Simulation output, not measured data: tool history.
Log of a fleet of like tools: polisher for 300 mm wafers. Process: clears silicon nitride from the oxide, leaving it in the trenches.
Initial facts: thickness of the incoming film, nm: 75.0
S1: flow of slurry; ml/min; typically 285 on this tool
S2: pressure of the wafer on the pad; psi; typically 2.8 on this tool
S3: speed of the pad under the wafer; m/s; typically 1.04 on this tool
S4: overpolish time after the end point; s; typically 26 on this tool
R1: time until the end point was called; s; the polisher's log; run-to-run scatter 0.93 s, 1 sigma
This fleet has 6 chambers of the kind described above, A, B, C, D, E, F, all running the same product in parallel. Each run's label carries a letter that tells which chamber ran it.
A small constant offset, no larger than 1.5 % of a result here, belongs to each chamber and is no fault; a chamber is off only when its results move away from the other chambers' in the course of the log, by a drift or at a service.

run,day,S1,S2,S3,S4,R1
# day 0.092: chamber A: worn pad replaced by a new one
1E,0.229,285,2.8,1.04,26,76.426
2B,0.429,285,2.8,1.04,26,77.513
3F,0.638,285,2.8,1.04,26,77.380
4A,0.762,285,2.8,1.04,26,76.718
# day 0.929: chamber E: worn pad replaced by a new one
5C,0.929,285,2.8,1.04,26,74.584
6D,1.104,285,2.8,1.04,26,76.297
7B,1.317,285,2.8,1.04,26,76.487
8F,1.438,285,2.8,1.04,26,76.194
9D,1.542,285,2.8,1.04,26,76.111
10A,1.758,285,2.8,1.04,26,77.087
11C,1.892,285,2.8,1.04,26,76.481
12E,2.000,285,2.8,1.04,26,74.723
13A,2.238,285,2.8,1.04,26,76.198
14F,2.362,285,2.8,1.04,26,77.810
# day 2.479: chamber C: worn pad replaced by a new one
# day 2.483: chamber F: worn pad replaced by a new one
15E,2.579,285,2.8,1.04,26,76.072
16B,2.712,285,2.8,1.04,26,80.750
17D,2.883,285,2.8,1.04,26,76.049
# day 2.933: chamber B: worn pad replaced by a new one
18C,3.050,285,2.8,1.04,26,77.135
19E,3.225,285,2.8,1.04,26,78.537
20C,3.358,285,2.8,1.04,26,75.838
21B,3.512,205,2.8,1.24,26,69.427
22F,3.642,205,2.8,1.24,26,66.817
23D,3.758,205,2.8,1.24,26,66.697
# day 3.896: chamber F: head pressure recalibrated
24A,3.954,205,2.8,1.24,26,66.448
# day 4.150: chamber D: worn pad replaced by a new one
25E,4.183,205,2.8,1.24,26,66.582
26C,4.379,205,2.8,1.24,26,66.443
27A,4.492,285,2.8,1.04,26,77.769
28D,4.729,285,2.8,1.04,26,77.820
29B,4.938,285,2.8,1.04,26,81.382
30F,5.125,285,2.8,1.04,26,78.765
31F,5.300,285,1.9,1.04,26,114.920
32C,5.529,285,1.9,1.04,26,110.640
33B,5.762,285,1.9,1.04,26,120.530
34A,5.946,285,1.9,1.04,26,112.330
# day 6.075: chamber A: head pressure recalibrated
35D,6.100,285,1.9,1.04,26,110.620
36E,6.338,285,1.9,1.04,26,115.890
# day 6.396: chamber A: worn pad replaced by a new one
# day 6.525: chamber E: worn pad replaced by a new one
37F,6.562,285,2.8,1.04,26,76.709
38C,6.792,285,2.8,1.04,26,74.897
39B,6.992,285,2.8,1.04,26,84.509
40A,7.158,285,2.8,1.04,26,77.247
41D,7.300,285,2.8,1.04,26,76.572
42E,7.512,285,2.8,1.04,26,78.392

All 6 chambers run these settings next. Forecast each chamber's results:
43A,7.692,285,2.8,1.04,26,?
43B,7.692,285,2.8,1.04,26,?
43C,7.692,285,2.8,1.04,26,?
43D,7.692,285,2.8,1.04,26,?
43E,7.692,285,2.8,1.04,26,?
43F,7.692,285,2.8,1.04,26,?

run,R1
43A,76.400
43B,83.190
43C,75.288
43D,75.289
43E,77.191
43F,76.930
